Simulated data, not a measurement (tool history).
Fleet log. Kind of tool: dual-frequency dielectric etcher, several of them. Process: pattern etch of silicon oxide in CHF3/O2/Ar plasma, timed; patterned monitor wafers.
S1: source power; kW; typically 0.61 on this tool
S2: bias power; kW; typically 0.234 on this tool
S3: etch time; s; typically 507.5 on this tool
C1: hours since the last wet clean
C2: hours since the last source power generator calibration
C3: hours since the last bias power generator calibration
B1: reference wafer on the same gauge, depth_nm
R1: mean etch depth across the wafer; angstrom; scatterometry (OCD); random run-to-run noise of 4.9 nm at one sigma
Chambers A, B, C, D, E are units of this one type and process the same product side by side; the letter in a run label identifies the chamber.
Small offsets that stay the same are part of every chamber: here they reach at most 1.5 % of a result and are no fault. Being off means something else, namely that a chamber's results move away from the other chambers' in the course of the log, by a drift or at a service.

run 1C day=0.133 | S1=0.61 S2=0.234 S3=507.5 | C1=704.9 C2=946 C3=1523.6 | B1=1048.5 | R1=10981
run 2E day=0.375 | S1=0.61 S2=0.234 S3=507.5 | C1=50.4 C2=158.5 C3=711.6 | B1=1049 | R1=11021
run 3A day=0.512 | S1=0.61 S2=0.234 S3=507.5 | C1=381 C2=689.6 C3=1563.5 | B1=1051 | R1=10994
run 4B day=0.712 | S1=0.61 S2=0.234 S3=507.5 | C1=310.4 C2=1684.3 C3=550.9 | B1=1050.6 | R1=11018
-- day=0.9 chamber C: wet clean of the chamber
run 5D day=0.908 | S1=0.61 S2=0.234 S3=507.5 | C1=369.3 C2=3766.8 C3=1612.6 | B1=1050 | R1=11005
run 6E day=1.033 | S1=0.61 S2=0.234 S3=643 | C1=66.2 C2=174.3 C3=727.4 | B1=1050.7 | R1=14058
run 7A day=1.267 | S1=0.61 S2=0.234 S3=643 | C1=399.1 C2=707.7 C3=1581.6 | B1=1050.5 | R1=13905
run 8B day=1.379 | S1=0.61 S2=0.234 S3=643 | C1=326.4 C2=1700.3 C3=566.9 | B1=1049.4 | R1=14043
run 9C day=1.529 | S1=0.61 S2=0.234 S3=643 | C1=15.2 C2=979.5 C3=1557.1 | B1=1049.9 | R1=13847
run 10D day=1.733 | S1=0.61 S2=0.234 S3=643 | C1=389.1 C2=3786.6 C3=1632.4 | B1=1050 | R1=13944
run 11B day=1.892 | S1=0.61 S2=0.234 S3=507.5 | C1=338.7 C2=1712.6 C3=579.2 | B1=1049.6 | R1=11129
run 12C day=1.996 | S1=0.61 S2=0.234 S3=507.5 | C1=26.4 C2=990.7 C3=1568.3 | B1=1050.2 | R1=10879
run 13E day=2.208 | S1=0.61 S2=0.234 S3=507.5 | C1=94.4 C2=202.5 C3=755.6 | B1=1050.4 | R1=10971
run 14A day=2.396 | S1=0.61 S2=0.234 S3=507.5 | C1=426.2 C2=734.8 C3=1608.7 | B1=1050.4 | R1=10963
run 15D day=2.629 | S1=0.61 S2=0.234 S3=507.5 | C1=410.6 C2=3808.1 C3=1653.9 | B1=1050.2 | R1=11041
run 16C day=2.767 | S1=0.61 S2=0.234 S3=507.5 | C1=44.9 C2=1009.2 C3=1586.8 | B1=1049.9 | R1=10934
run 17B day=2.988 | S1=0.61 S2=0.234 S3=367 | C1=365 C2=1738.9 C3=605.5 | B1=1050.8 | R1=8054.9
run 18A day=3.133 | S1=0.61 S2=0.234 S3=367 | C1=443.9 C2=752.5 C3=1626.4 | B1=1050.8 | R1=7882.5
run 19D day=3.254 | S1=0.61 S2=0.234 S3=367 | C1=425.6 C2=3823.1 C3=1668.9 | B1=1051.9 | R1=7989.4
run 20E day=3.483 | S1=0.61 S2=0.234 S3=367 | C1=125 C2=233.1 C3=786.2 | B1=1049.6 | R1=7994.1
run 21C day=3.625 | S1=0.61 S2=0.234 S3=367 | C1=65.5 C2=1029.8 C3=1607.4 | B1=1050.5 | R1=7923.1
run 22E day=3.808 | S1=0.61 S2=0.234 S3=507.5 | C1=132.8 C2=240.9 C3=794 | B1=1050 | R1=11126
run 23D day=3.962 | S1=0.61 S2=0.234 S3=507.5 | C1=442.6 C2=3840.1 C3=1685.9 | B1=1050.1 | R1=11025
-- day=4.075 chamber B: wet clean of the chamber
run 24A day=4.188 | S1=0.61 S2=0.234 S3=507.5 | C1=469.2 C2=777.8 C3=1651.7 | B1=1049.6 | R1=10956
run 25B day=4.408 | S1=0.61 S2=0.234 S3=507.5 | C1=8.1 C2=1773 C3=639.6 | B1=1049.6 | R1=11036
run 26B day=4.575 | S1=0.61 S2=0.234 S3=507.5 | C1=12.1 C2=1777 C3=643.6 | B1=1051.6 | R1=11048
run 27A day=4.729 | S1=0.61 S2=0.234 S3=507.5 | C1=482.2 C2=790.8 C3=1664.7 | B1=1050.6 | R1=10995
run 28C day=4.875 | S1=0.61 S2=0.255 S3=507.5 | C1=95.5 C2=1059.8 C3=1637.4 | B1=1051.2 | R1=11256
run 29D day=5.121 | S1=0.61 S2=0.255 S3=507.5 | C1=470.4 C2=3867.9 C3=1713.7 | B1=1050.8 | R1=11482
run 30E day=5.354 | S1=0.61 S2=0.255 S3=507.5 | C1=169.9 C2=278 C3=831.1 | B1=1050.4 | R1=11350
run 31E day=5.55 | S1=0.61 S2=0.255 S3=507.5 | C1=174.6 C2=282.7 C3=835.8 | B1=1050.3 | R1=11391
run 32B day=5.775 | S1=0.61 S2=0.255 S3=507.5 | C1=40.9 C2=1805.8 C3=672.4 | B1=1051 | R1=11371
run 33A day=5.9 | S1=0.61 S2=0.212 S3=636 | C1=510.3 C2=818.9 C3=1692.8 | B1=1050.8 | R1=13341
run 34C day=6.012 | S1=0.61 S2=0.212 S3=636 | C1=122.8 C2=1087.1 C3=1664.7 | B1=1050.4 | R1=13221

Each of the 5 chambers runs these same settings next. Fill in every chamber's results:
run 35A day=6.192 | S1=0.57 S2=0.234 S3=507.5 | R1=?
run 35B day=6.192 | S1=0.57 S2=0.234 S3=507.5 | R1=?
run 35C day=6.192 | S1=0.57 S2=0.234 S3=507.5 | R1=?
run 35D day=6.192 | S1=0.57 S2=0.234 S3=507.5 | R1=?
run 35E day=6.192 | S1=0.57 S2=0.234 S3=507.5 | R1=?

run=35A R1=10721
run=35B R1=10834
run=35C R1=10638
run=35D R1=10742
run=35E R1=10790
